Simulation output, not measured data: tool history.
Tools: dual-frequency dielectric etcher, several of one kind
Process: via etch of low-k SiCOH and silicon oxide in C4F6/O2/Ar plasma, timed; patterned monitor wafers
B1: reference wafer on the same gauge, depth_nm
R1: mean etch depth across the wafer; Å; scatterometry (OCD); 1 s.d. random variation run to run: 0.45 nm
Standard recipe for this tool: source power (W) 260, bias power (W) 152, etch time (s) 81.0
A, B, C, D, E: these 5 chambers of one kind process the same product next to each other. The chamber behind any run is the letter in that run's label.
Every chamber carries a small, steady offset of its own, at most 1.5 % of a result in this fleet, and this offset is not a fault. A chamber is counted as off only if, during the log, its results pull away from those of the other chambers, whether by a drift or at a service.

Run 1B, hour 4.5: usual settings; B1 175.12. Result: R1 1808.4 Å.
Run 2C, hour 8.2: usual settings; B1 174.96. Result: R1 1814.7 Å.
Run 3A, hour 10.5: usual settings; B1 175.01. Result: R1 1842.5 Å.
Run 4E, hour 14.2: usual settings; B1 174.94. Result: R1 1806.2 Å.
Run 5D, hour 18.1: usual settings; B1 175.05. Result: R1 1807.4 Å.
Run 6A, hour 22.6: usual settings; B1 174.94. Result: R1 1841.3 Å.
At hour 26.0: chamber B: wet clean of the chamber.
Run 7B, hour 26.7: usual settings; B1 174.99. Result: R1 1807.8 Å.
Run 8C, hour 29.0: usual settings; B1 175.07. Result: R1 1806.2 Å.
Run 9D, hour 33.8: usual settings; B1 174.91. Result: R1 1809.1 Å.
Run 10E, hour 38.1: usual settings but source power (W) 220, etch time (s) 72.0; B1 174.94. Result: R1 1502.6 Å.
Run 11C, hour 42.3: usual settings but source power (W) 220, etch time (s) 72.0; B1 174.88. Result: R1 1511.6 Å.
Run 12D, hour 47.0: usual settings but source power (W) 220, etch time (s) 72.0; B1 174.99. Result: R1 1510.5 Å.
Run 13A, hour 50.4: usual settings but source power (W) 220, etch time (s) 72.0; B1 174.84. Result: R1 1529.0 Å.
Run 14E, hour 55.0: usual settings but source power (W) 220, etch time (s) 72.0; B1 175.00. Result: R1 1508.7 Å.
Run 15B, hour 58.1: usual settings; B1 174.98. Result: R1 1797.0 Å.
Run 16B, hour 61.0: usual settings; B1 175.10. Result: R1 1815.8 Å.
Run 17C, hour 65.2: usual settings but source power (W) 200, etch time (s) 93.5; B1 174.95. Result: R1 1907.8 Å.
Run 18D, hour 67.4: usual settings but source power (W) 200, etch time (s) 93.5; B1 174.96. Result: R1 1891.7 Å.
Run 19A, hour 70.0: usual settings but source power (W) 200, etch time (s) 93.5; B1 175.04. Result: R1 1924.2 Å.
Run 20E, hour 73.8: usual settings but source power (W) 200, etch time (s) 93.5; B1 174.98. Result: R1 1895.8 Å.
Run 21C, hour 77.1: usual settings but source power (W) 200, etch time (s) 93.5; B1 175.06. Result: R1 1910.3 Å.
Run 22B, hour 79.9: usual settings; B1 174.98. Result: R1 1804.6 Å.
Run 23A, hour 83.6: usual settings; B1 174.93. Result: R1 1833.3 Å.
Run 24D, hour 86.7: usual settings but etch time (s) 72.0; B1 174.91. Result: R1 1615.1 Å.
Run 25E, hour 90.9: usual settings but etch time (s) 72.0; B1 175.00. Result: R1 1605.6 Å.
Run 26E, hour 94.6: usual settings but etch time (s) 72.0; B1 174.91. Result: R1 1607.4 Å.
Run 27A, hour 97.7: usual settings but etch time (s) 72.0; B1 174.94. Result: R1 1639.5 Å.
Run 28D, hour 100.2: usual settings but etch time (s) 72.0; B1 175.08. Result: R1 1615.9 Å.
Run 29C, hour 103.7: usual settings; B1 174.86. Result: R1 1843.8 Å.
Run 30B, hour 106.8: usual settings; B1 175.07. Result: R1 1804.7 Å.
Run 31E, hour 109.9: usual settings; B1 175.01. Result: R1 1812.0 Å.
Run 32B, hour 113.7: usual settings; B1 174.91. Result: R1 1805.7 Å.
Run 33A, hour 118.1: usual settings; B1 175.05. Result: R1 1837.7 Å.
Run 34C, hour 121.5: usual settings but etch time (s) 92.0; B1 174.99. Result: R1 2093.7 Å.
At hour 123.2: chamber E: source power generator calibrated.
Run 35D, hour 124.1: usual settings but etch time (s) 92.0; B1 175.05. Result: R1 2060.6 Å.
Run 36D, hour 128.8: usual settings but etch time (s) 92.0; B1 174.90. Result: R1 2066.8 Å.
Run 37A, hour 133.7: usual settings but etch time (s) 92.0; B1 175.01. Result: R1 2090.4 Å.
Run 38C, hour 137.8: usual settings but etch time (s) 92.0; B1 175.01. Result: R1 2099.0 Å.
Run 39B, hour 141.9: usual settings; B1 174.97. Result: R1 1805.6 Å.
Run 40E, hour 144.5: usual settings; B1 175.14. Result: R1 1808.4 Å.
Run 41B, hour 149.4: usual settings; B1 175.03. Result: R1 1804.3 Å.

All 5 chambers run these settings next. Forecast each chamber's results:
Run 42A, hour 152.9: usual settings but source power (W) 200. Result: R1 ?.
Run 42B, hour 152.9: usual settings but source power (W) 200. Result: R1 ?.
Run 42C, hour 152.9: usual settings but source power (W) 200. Result: R1 ?.
Run 42D, hour 152.9: usual settings but source power (W) 200. Result: R1 ?.
Run 42E, hour 152.9: usual settings but source power (W) 200. Result: R1 ?.

run      R1
42A  1664.5
42B  1631.5
42C  1677.1
42D  1637.7
42E  1633.5
